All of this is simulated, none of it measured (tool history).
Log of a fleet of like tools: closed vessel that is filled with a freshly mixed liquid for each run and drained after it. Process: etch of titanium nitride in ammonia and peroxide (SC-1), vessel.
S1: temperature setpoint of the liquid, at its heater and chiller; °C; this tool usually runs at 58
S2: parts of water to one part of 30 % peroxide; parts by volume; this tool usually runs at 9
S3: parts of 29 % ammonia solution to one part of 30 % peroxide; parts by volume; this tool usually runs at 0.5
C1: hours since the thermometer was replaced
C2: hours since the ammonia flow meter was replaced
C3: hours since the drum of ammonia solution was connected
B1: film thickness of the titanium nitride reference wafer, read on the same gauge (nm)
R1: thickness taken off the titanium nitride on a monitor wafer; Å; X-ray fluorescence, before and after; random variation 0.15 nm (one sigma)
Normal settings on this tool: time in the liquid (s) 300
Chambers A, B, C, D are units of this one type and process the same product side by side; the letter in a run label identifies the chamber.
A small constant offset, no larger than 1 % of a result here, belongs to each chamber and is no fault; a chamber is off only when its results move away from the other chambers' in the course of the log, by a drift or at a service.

{"run": "1B", "hour": 7.3, "S1": 58, "S2": 9, "S3": 0.5, "time in the liquid (s)": 300, "C1": 257, "C2": 302, "C3": 215.2, "B1": 29.999, "R1": 343.17}
{"run": "2D", "hour": 17.9, "S1": 58, "S2": 9, "S3": 0.5, "time in the liquid (s)": 300, "C1": 2547.7, "C2": 235, "C3": 20.2, "B1": 30.01, "R1": 339.74}
{"run": "3C", "hour": 23.6, "S1": 58, "S2": 9, "S3": 0.5, "time in the liquid (s)": 300, "C1": 1315.5, "C2": 273, "C3": 226.1, "B1": 30.018, "R1": 339.76}
{"run": "4A", "hour": 31.3, "S1": 58, "S2": 9, "S3": 0.5, "time in the liquid (s)": 300, "C1": 1555.5, "C2": 1474.8, "C3": 80.1, "B1": 30, "R1": 336.31}
{"run": "5D", "hour": 38.5, "S1": 58, "S2": 9, "S3": 0.5, "time in the liquid (s)": 300, "C1": 2568.3, "C2": 255.6, "C3": 40.8, "B1": 29.993, "R1": 341.89}
{"run": "6A", "hour": 48.8, "S1": 58, "S2": 9, "S3": 0.5, "time in the liquid (s)": 300, "C1": 1573, "C2": 1492.3, "C3": 97.6, "B1": 30.017, "R1": 339.4}
{"hour": 50.9, "done": "chamber C: new drum of ammonia solution connected"}
{"run": "7C", "hour": 59.9, "S1": 58, "S2": 9, "S3": 0.5, "time in the liquid (s)": 300, "C1": 1351.8, "C2": 309.3, "C3": 9.1, "B1": 30.011, "R1": 340.66}
{"run": "8B", "hour": 65.6, "S1": 58, "S2": 13.5, "S3": 0.5, "time in the liquid (s)": 300, "C1": 315.3, "C2": 360.3, "C3": 273.5, "B1": 30.002, "R1": 276.17}
{"run": "9C", "hour": 70.8, "S1": 58, "S2": 13.5, "S3": 0.5, "time in the liquid (s)": 300, "C1": 1362.7, "C2": 320.2, "C3": 20, "B1": 30.011, "R1": 275.27}
{"run": "10B", "hour": 78.0, "S1": 58, "S2": 13.5, "S3": 0.5, "time in the liquid (s)": 300, "C1": 327.7, "C2": 372.7, "C3": 285.9, "B1": 29.998, "R1": 273.64}
{"run": "11D", "hour": 86.7, "S1": 58, "S2": 13.5, "S3": 0.5, "time in the liquid (s)": 300, "C1": 2616.5, "C2": 303.8, "C3": 89, "B1": 29.998, "R1": 271.47}
{"run": "12A", "hour": 92.5, "S1": 58, "S2": 9, "S3": 0.5, "time in the liquid (s)": 300, "C1": 1616.7, "C2": 1536, "C3": 141.3, "B1": 29.997, "R1": 334.19}
{"run": "13B", "hour": 103.3, "S1": 58, "S2": 9, "S3": 0.5, "time in the liquid (s)": 300, "C1": 353, "C2": 398, "C3": 311.2, "B1": 29.98, "R1": 335.55}
{"run": "14D", "hour": 113.3, "S1": 58, "S2": 9, "S3": 0.5, "time in the liquid (s)": 300, "C1": 2643.1, "C2": 330.4, "C3": 115.6, "B1": 30.01, "R1": 339.59}
{"run": "15A", "hour": 123.4, "S1": 58, "S2": 9, "S3": 0.5, "time in the liquid (s)": 300, "C1": 1647.6, "C2": 1566.9, "C3": 172.2, "B1": 30.01, "R1": 337.42}
{"run": "16C", "hour": 131.7, "S1": 58, "S2": 9, "S3": 0.5, "time in the liquid (s)": 155, "C1": 1423.6, "C2": 381.1, "C3": 80.9, "B1": 29.972, "R1": 175.31}
{"run": "17C", "hour": 140.1, "S1": 58, "S2": 9, "S3": 0.5, "time in the liquid (s)": 155, "C1": 1432, "C2": 389.5, "C3": 89.3, "B1": 29.993, "R1": 175.92}
{"run": "18A", "hour": 150.9, "S1": 58, "S2": 9, "S3": 0.5, "time in the liquid (s)": 155, "C1": 1675.1, "C2": 1594.4, "C3": 199.7, "B1": 30.019, "R1": 175.43}
{"run": "19D", "hour": 156.3, "S1": 58, "S2": 9, "S3": 0.5, "time in the liquid (s)": 155, "C1": 2686.1, "C2": 373.4, "C3": 158.6, "B1": 29.99, "R1": 175.25}
{"run": "20B", "hour": 164.6, "S1": 58, "S2": 9, "S3": 0.5, "time in the liquid (s)": 300, "C1": 414.3, "C2": 459.3, "C3": 372.5, "B1": 29.985, "R1": 329.88}
{"run": "21D", "hour": 175.3, "S1": 58, "S2": 9, "S3": 0.7, "time in the liquid (s)": 300, "C1": 2705.1, "C2": 392.4, "C3": 177.6, "B1": 29.988, "R1": 357.65}
{"run": "22C", "hour": 185.0, "S1": 58, "S2": 9, "S3": 0.7, "time in the liquid (s)": 300, "C1": 1476.9, "C2": 434.4, "C3": 134.2, "B1": 30.005, "R1": 357.24}
{"hour": 190.1, "done": "chamber D: new drum of ammonia solution connected"}
{"run": "23A", "hour": 190.8, "S1": 58, "S2": 9, "S3": 0.7, "time in the liquid (s)": 300, "C1": 1715, "C2": 1634.3, "C3": 239.6, "B1": 30.004, "R1": 356.78}
{"run": "24B", "hour": 197.1, "S1": 58, "S2": 9, "S3": 0.7, "time in the liquid (s)": 300, "C1": 446.8, "C2": 491.8, "C3": 405, "B1": 29.99, "R1": 344.66}
{"run": "25D", "hour": 207.4, "S1": 58, "S2": 9, "S3": 0.5, "time in the liquid (s)": 300, "C1": 2737.2, "C2": 424.5, "C3": 17.3, "B1": 29.984, "R1": 338.29}
{"run": "26B", "hour": 214.3, "S1": 54.5, "S2": 9, "S3": 0.4, "time in the liquid (s)": 300, "C1": 464, "C2": 509, "C3": 422.2, "B1": 30.006, "R1": 248.17}

For the next run the whole fleet of 4 chambers uses the same settings. Give each chamber's results:
{"run": "27A", "hour": 222.4, "S1": 58, "S2": 9, "S3": 0.5, "time in the liquid (s)": 300, "R1": "?"}
{"run": "27B", "hour": 222.4, "S1": 58, "S2": 9, "S3": 0.5, "time in the liquid (s)": 300, "R1": "?"}
{"run": "27C", "hour": 222.4, "S1": 58, "S2": 9, "S3": 0.5, "time in the liquid (s)": 300, "R1": "?"}
{"run": "27D", "hour": 222.4, "S1": 58, "S2": 9, "S3": 0.5, "time in the liquid (s)": 300, "R1": "?"}

run=27A R1=337.33
run=27B R1=325.6
run=27C R1=341.68
run=27D R1=338.39

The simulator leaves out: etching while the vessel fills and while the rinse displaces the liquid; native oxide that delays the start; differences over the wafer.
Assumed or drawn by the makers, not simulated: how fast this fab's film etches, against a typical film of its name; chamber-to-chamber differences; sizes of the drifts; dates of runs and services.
